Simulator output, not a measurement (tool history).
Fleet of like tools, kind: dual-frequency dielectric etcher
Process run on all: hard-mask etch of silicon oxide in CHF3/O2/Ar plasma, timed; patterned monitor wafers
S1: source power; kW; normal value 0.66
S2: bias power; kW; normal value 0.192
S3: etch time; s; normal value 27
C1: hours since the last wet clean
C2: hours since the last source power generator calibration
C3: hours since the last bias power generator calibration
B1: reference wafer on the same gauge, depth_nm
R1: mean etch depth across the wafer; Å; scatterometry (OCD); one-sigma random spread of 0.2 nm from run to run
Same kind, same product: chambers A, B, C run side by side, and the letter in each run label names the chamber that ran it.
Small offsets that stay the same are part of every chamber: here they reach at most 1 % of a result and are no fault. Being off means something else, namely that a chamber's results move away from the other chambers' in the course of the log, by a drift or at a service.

run 1B day=0.25 | S1=0.66 S2=0.192 S3=27 | C1=566.3 C2=1122.6 C3=3382.8 | B1=57.418 | R1=562.55
-- day=0.383 chamber B: wet clean of the chamber
run 2C day=0.392 | S1=0.66 S2=0.192 S3=27 | C1=428.2 C2=3491 C3=252.1 | B1=57.413 | R1=568.69
run 3A day=0.638 | S1=0.66 S2=0.192 S3=27 | C1=47.9 C2=2905.5 C3=2192.1 | B1=57.361 | R1=560.54
run 4A day=0.875 | S1=0.66 S2=0.192 S3=27 | C1=53.6 C2=2911.2 C3=2197.8 | B1=57.385 | R1=562.88
run 5B day=1.088 | S1=0.66 S2=0.192 S3=27 | C1=17 C2=1142.7 C3=3402.9 | B1=57.384 | R1=567.91
run 6C day=1.267 | S1=0.66 S2=0.192 S3=27 | C1=449.2 C2=3512 C3=273.1 | B1=57.389 | R1=567.48
run 7B day=1.508 | S1=0.66 S2=0.158 S3=27 | C1=27.1 C2=1152.8 C3=3413 | B1=57.415 | R1=531.96
run 8C day=1.733 | S1=0.66 S2=0.158 S3=27 | C1=460.4 C2=3523.2 C3=284.3 | B1=57.385 | R1=532.53
run 9A day=1.962 | S1=0.66 S2=0.158 S3=27 | C1=79.7 C2=2937.3 C3=2223.9 | B1=57.316 | R1=527.89
run 10B day=2.079 | S1=0.66 S2=0.192 S3=27 | C1=40.8 C2=1166.5 C3=3426.7 | B1=57.373 | R1=565.32
run 11C day=2.288 | S1=0.66 S2=0.192 S3=27 | C1=473.7 C2=3536.5 C3=297.6 | B1=57.386 | R1=570.36
run 12A day=2.475 | S1=0.66 S2=0.192 S3=27 | C1=92 C2=2949.6 C3=2236.2 | B1=57.377 | R1=563.14
run 13B day=2.6 | S1=0.66 S2=0.192 S3=27 | C1=53.3 C2=1179 C3=3439.2 | B1=57.354 | R1=564.62
run 14C day=2.758 | S1=0.66 S2=0.192 S3=22.5 | C1=485 C2=3547.8 C3=308.9 | B1=57.413 | R1=473.17
-- day=2.8 chamber C: wet clean of the chamber
run 15A day=2.917 | S1=0.66 S2=0.192 S3=22.5 | C1=102.6 C2=2960.2 C3=2246.8 | B1=57.405 | R1=472.52
run 16B day=3.121 | S1=0.66 S2=0.192 S3=22.5 | C1=65.8 C2=1191.5 C3=3451.7 | B1=57.412 | R1=471.04
run 17C day=3.283 | S1=0.66 S2=0.192 S3=27 | C1=11.7 C2=3560.4 C3=321.5 | B1=57.377 | R1=569.79
run 18A day=3.512 | S1=0.66 S2=0.192 S3=27 | C1=116.9 C2=2974.5 C3=2261.1 | B1=57.412 | R1=564.49
run 19B day=3.621 | S1=0.66 S2=0.192 S3=27 | C1=77.8 C2=1203.5 C3=3463.7 | B1=57.451 | R1=567.66
run 20A day=3.833 | S1=0.66 S2=0.192 S3=27 | C1=124.6 C2=2982.2 C3=2268.8 | B1=57.394 | R1=562.14
run 21C day=4.067 | S1=0.66 S2=0.192 S3=27 | C1=30.5 C2=3579.2 C3=340.3 | B1=57.411 | R1=570.19
run 22A day=4.308 | S1=0.57 S2=0.192 S3=30.5 | C1=136 C2=2993.6 C3=2280.2 | B1=57.455 | R1=602.48
run 23B day=4.446 | S1=0.57 S2=0.192 S3=30.5 | C1=97.6 C2=1223.3 C3=3483.5 | B1=57.415 | R1=602.98
run 24C day=4.558 | S1=0.57 S2=0.192 S3=30.5 | C1=42.3 C2=3591 C3=352.1 | B1=57.423 | R1=612.83
run 25A day=4.675 | S1=0.66 S2=0.192 S3=27 | C1=144.8 C2=3002.4 C3=2289 | B1=57.419 | R1=564.34
run 26B day=4.875 | S1=0.66 S2=0.218 S3=34 | C1=107.9 C2=1233.6 C3=3493.8 | B1=57.344 | R1=744.39
run 27C day=5.125 | S1=0.66 S2=0.218 S3=34 | C1=55.9 C2=3604.6 C3=365.7 | B1=57.4 | R1=747.02
run 28A day=5.312 | S1=0.66 S2=0.218 S3=34 | C1=160.1 C2=3017.7 C3=2304.3 | B1=57.398 | R1=743.78
run 29B day=5.433 | S1=0.66 S2=0.192 S3=27 | C1=121.3 C2=1247 C3=3507.2 | B1=57.351 | R1=566.07
run 30C day=5.592 | S1=0.54 S2=0.192 S3=27 | C1=67.1 C2=3615.8 C3=376.9 | B1=57.387 | R1=530.36
run 31A day=5.838 | S1=0.54 S2=0.192 S3=27 | C1=172.7 C2=3030.3 C3=2316.9 | B1=57.38 | R1=522.39
run 32B day=5.946 | S1=0.54 S2=0.192 S3=27 | C1=133.6 C2=1259.3 C3=3519.5 | B1=57.413 | R1=519.31
run 33C day=6.096 | S1=0.66 S2=0.192 S3=27 | C1=79.2 C2=3627.9 C3=389 | B1=57.403 | R1=566.18
run 34B day=6.283 | S1=0.75 S2=0.192 S3=33 | C1=141.7 C2=1267.4 C3=3527.6 | B1=57.358 | R1=720.92

Is one chamber off against the others, does the gauge drift, or is nothing wrong? If a chamber is off, say which, and what the likeliest cause is.

All chambers stay in line apart from their small fixed offsets, and the gauge does not drift.
